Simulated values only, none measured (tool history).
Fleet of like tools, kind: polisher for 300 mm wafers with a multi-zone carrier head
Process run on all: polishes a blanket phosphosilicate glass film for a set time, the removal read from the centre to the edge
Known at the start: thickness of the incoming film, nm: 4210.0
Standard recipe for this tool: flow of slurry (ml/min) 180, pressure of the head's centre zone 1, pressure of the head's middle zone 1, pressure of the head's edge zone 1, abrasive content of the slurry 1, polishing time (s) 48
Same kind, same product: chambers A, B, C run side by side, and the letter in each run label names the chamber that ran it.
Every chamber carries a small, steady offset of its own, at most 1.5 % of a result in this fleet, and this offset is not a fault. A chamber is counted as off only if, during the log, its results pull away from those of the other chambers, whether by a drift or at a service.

run	hour	flow of slurry (ml/min)	pressure of the head's centre zone	pressure of the head's middle zone	pressure of the head's edge zone	abrasive content of the slurry	polishing time (s)	wafers polished on this pad	hours since the slurry nozzle was cleaned	hours since the centre zone pressure was calibrated	hours since the edge zone pressure was calibrated	film removed at the wafer's centre (Å)	film removed at mid-radius (Å)	film removed at the wafer's edge (Å)
1A	9.1	180	1	1	1	1	48	386	703.8	515.2	25.1	2579.3	2584.4	2552.7
2C	16.9	180	1	1	1	1	48	446	107.4	877.2	172	2539.3	2550.2	2581.1
3B	24.4	180	1	1	1	1	48	248	266.8	343.3	543.3	2560.5	2630.7	2555.5
4A	33.5	180	1	1	1	1	48	608	728.2	539.6	49.5	2547.9	2653.2	2541.7
5B	39.6	180	1	1	1	1	48	386	282	358.5	558.5	2589.2	2625.5	2570.4
# hour 42.8: chamber C: worn pad replaced by a new one
6C	47	180	1	1	1	1	48	38	137.5	907.3	202.1	2558.3	2542.9	2569.9
7A	56.9	180	1	1	1	1	48	821	751.6	563	72.9	2636.9	2579.2	2566.4
8C	65.1	180	1	1	1	1	48	203	155.6	925.4	220.2	2575.1	2597.8	2548.4
9B	75.3	180	1	1	1	0.75	48	711	317.7	394.2	594.2	2234.3	2274.4	2211.4
10B	82.9	180	1	1	1	0.75	48	780	325.3	401.8	601.8	2205.6	2253.2	2205.4
# hour 86.1: chamber A: slurry nozzle cleaned
11A	87.7	180	1	1	1	0.75	48	1101	1.6	593.8	103.7	2261.5	2247.8	2184.4
# hour 92.4: chamber B: slurry nozzle cleaned
12C	97.8	180	1	1	1	1	48	500	188.3	958.1	252.9	2616.6	2574	2574.4
# hour 100.4: chamber B: edge zone pressure recalibrated
13B	104.2	180	1	1	1	1	48	974	11.8	423.1	3.8	2629.2	2597.3	2572.7
# hour 108.9: chamber C: worn pad replaced by a new one
# hour 110.8: chamber C: centre zone pressure recalibrated
14A	112.8	180	1	1	1	1	48	1330	26.7	618.9	128.8	2602.8	2567.8	2569.6
15C	121.8	180	1	1	1	1	42	117	212.3	11	276.9	2075.5	2279.4	2269.9
# hour 126.2: chamber B: worn pad replaced by a new one
16C	127.1	180	1	1	1	1	42	165	217.6	16.3	282.2	2057.4	2258.8	2276.6
17A	132	180	1	1	1	1	42	1505	45.9	638.1	148	2286	2229	2234.3
18B	139.2	180	1	1	1	1	48	118	46.8	458.1	38.8	2545.9	2624.1	2568.8
19B	148.2	180	0.93	1	1	1	48	200	55.8	467.1	47.8	2349.4	2623	2574.2
# hour 151.6: chamber A: worn pad replaced by a new one
20C	153.7	180	0.93	1	1	1	48	407	244.2	42.9	308.8	2178	2604.7	2616.4
21A	162.7	180	0.93	1	1	1	48	101	76.6	668.8	178.7	2401	2615.3	2554.1
# hour 168.6: chamber C: worn pad replaced by a new one
22C	169.4	180	1	1	1	1	48	8	259.9	58.6	324.5	2339.6	2572.8	2596.8
23A	174.2	180	1	1	1	1	48	206	88.1	680.3	190.2	2514.8	2628.7	2520.5
24B	182.3	180	1	1	1	1	48	510	89.9	501.2	81.9	2625.5	2605.4	2558.5
25C	188.9	180	1	1	1	1	48	185	279.4	78.1	344	2344.7	2595.1	2588.9
26A	194.5	180	1	1	1	1	48	391	108.4	700.6	210.5	2533.1	2572.9	2510.7
27B	201.5	180	1	1	1	1	48	685	109.1	520.4	101.1	2574	2639.8	2601.2

All chambers now run identical settings, listed one chamber a line with results as question marks. What results will each chamber show?
28A	208.8	180	1	1	1	1	48					?	?	?
28B	208.8	180	1	1	1	1	48					?	?	?
28C	208.8	180	1	1	1	1	48					?	?	?

run	film removed at the wafer's centre (Å)	film removed at mid-radius (Å)	film removed at the wafer's edge (Å)
28A	2579	2591.7	2601.2
28B	2594.7	2600.7	2595.9
28C	2290.6	2613.7	2569
